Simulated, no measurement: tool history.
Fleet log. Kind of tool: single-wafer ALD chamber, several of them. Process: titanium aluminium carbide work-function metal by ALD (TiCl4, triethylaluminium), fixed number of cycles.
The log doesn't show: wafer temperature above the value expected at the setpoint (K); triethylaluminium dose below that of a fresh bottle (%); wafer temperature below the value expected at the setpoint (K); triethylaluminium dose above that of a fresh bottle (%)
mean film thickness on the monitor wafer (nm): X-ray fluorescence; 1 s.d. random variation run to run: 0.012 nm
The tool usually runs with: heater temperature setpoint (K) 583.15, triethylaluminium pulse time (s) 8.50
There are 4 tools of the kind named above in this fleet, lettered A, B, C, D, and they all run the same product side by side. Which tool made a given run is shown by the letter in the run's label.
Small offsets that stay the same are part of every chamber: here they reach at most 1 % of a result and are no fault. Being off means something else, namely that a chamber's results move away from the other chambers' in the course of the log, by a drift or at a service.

run,hour,heater temperature setpoint (K),triethylaluminium pulse time (s),hours since the last thermocouple change,hours since the last triethylaluminium bottle change,"read-back reference wafer on the same gauge, thickness_nm",mean film thickness on the monitor wafer (nm)
1A,9.0,583.15,8.50,1387.6,880.6,2.4236,2.0308
2B,17.3,583.15,8.50,39.0,818.6,2.4211,2.0324
3D,22.6,583.15,8.50,170.3,572.5,2.4181,2.0297
4C,32.5,583.15,8.50,769.7,838.1,2.4170,2.0364
5D,42.0,592.15,5.88,189.7,591.9,2.4218,1.9193
6C,50.4,592.15,5.88,787.6,856.0,2.4209,1.9729
7A,55.3,592.15,5.88,1433.9,926.9,2.4210,1.9381
8B,64.8,592.15,5.88,86.5,866.1,2.4223,1.9486
9C,70.9,583.15,8.50,808.1,876.5,2.4201,2.0218
10A,77.1,583.15,8.50,1455.7,948.7,2.4181,2.0246
11D,85.3,583.15,8.50,233.0,635.2,2.4204,2.0219
12B,93.4,583.15,8.50,115.1,894.7,2.4187,2.0471
13C,102.2,583.15,8.50,839.4,907.8,2.4146,2.0234
14B,109.7,583.15,8.50,131.4,911.0,2.4247,2.0419
15D,119.3,583.15,8.50,267.0,669.2,2.4165,2.0321
16A,123.9,583.15,8.50,1502.5,995.5,2.4208,2.0268
17C,132.6,583.15,8.50,869.8,938.2,2.4206,2.0351
18D,139.0,583.15,8.50,286.7,688.9,2.4177,2.0280
19B,148.2,583.15,8.50,169.9,949.5,2.4225,2.0507
20A,153.1,583.15,8.50,1531.7,1024.7,2.4204,2.0298
21A,158.0,583.15,8.50,1536.6,1029.6,2.4201,2.0359
22C,165.6,583.15,8.50,902.8,971.2,2.4182,1.9901
23B,172.0,583.15,8.50,193.7,973.3,2.4210,2.0417
24D,181.2,583.15,8.50,328.9,731.1,2.4172,2.0172
25B,188.9,583.15,8.50,210.6,990.2,2.4209,2.0724
26A,198.7,583.15,8.50,1577.3,1070.3,2.4193,2.0165
27D,205.0,583.15,8.50,352.7,754.9,2.4214,2.0374
28C,211.3,583.15,8.50,948.5,1016.9,2.4176,2.0129
29B,217.7,587.15,6.70,239.4,1019.0,2.4217,1.9867
30C,223.5,587.15,6.70,960.7,1029.1,2.4216,1.8871
31A,231.2,587.15,6.70,1609.8,1102.8,2.4200,1.9684
32D,239.8,587.15,6.70,387.5,789.7,2.4202,1.9631
33A,249.1,583.15,8.50,1627.7,1120.7,2.4193,2.0406
34C,258.4,583.15,8.50,995.6,1064.0,2.4241,1.9715
35D,266.8,583.15,8.50,414.5,816.7,2.4180,2.0302
36B,271.9,583.15,8.50,293.6,1073.2,2.4186,2.0672
37A,280.8,583.15,8.50,1659.4,1152.4,2.4205,2.0528
38D,285.2,583.15,8.50,432.9,835.1,2.4213,2.0278
39B,291.5,583.15,8.50,313.2,1092.8,2.4203,2.0404
40C,297.7,583.15,8.50,1034.9,1103.3,2.4187,1.9787
41C,305.4,583.15,8.50,1042.6,1111.0,2.4186,1.9473
42B,311.6,583.15,8.50,333.3,1112.9,2.4251,2.0454

Is one chamber off against the others, does the gauge drift, or is nothing wrong? If a chamber is off, say which, and what the likeliest cause is.

It is chamber C that slowly wanders off from its peers.
Likeliest cause: triethylaluminium dose below that of a fresh bottle (%) = 21.9.

Chamber C could run next with any of the 4 candidate recipes listed below; each alters the usual settings, and their results appear as question marks. Which one brings its results back in line with what the other chambers deliver on the usual settings?
In line here means within this much of the mean the other chambers give on the usual settings: mean film thickness on the monitor wafer (nm) 0.0410
43C-1,318.7,584.15,8.75,,,,?
43C-2,318.7,580.15,7.37,,,,?
43C-3,318.7,580.15,8.50,,,,?
43C-4,318.7,583.15,10.40,,,,?

The other chambers' mean on the usual settings: mean film thickness on the monitor wafer (nm) 2.0396
run,mean film thickness on the monitor wafer (nm)
43C-1,1.9735
43C-2,1.8525
43C-3,1.9269
43C-4,2.0368
It is 43C-4 that realigns the chamber with its peers.
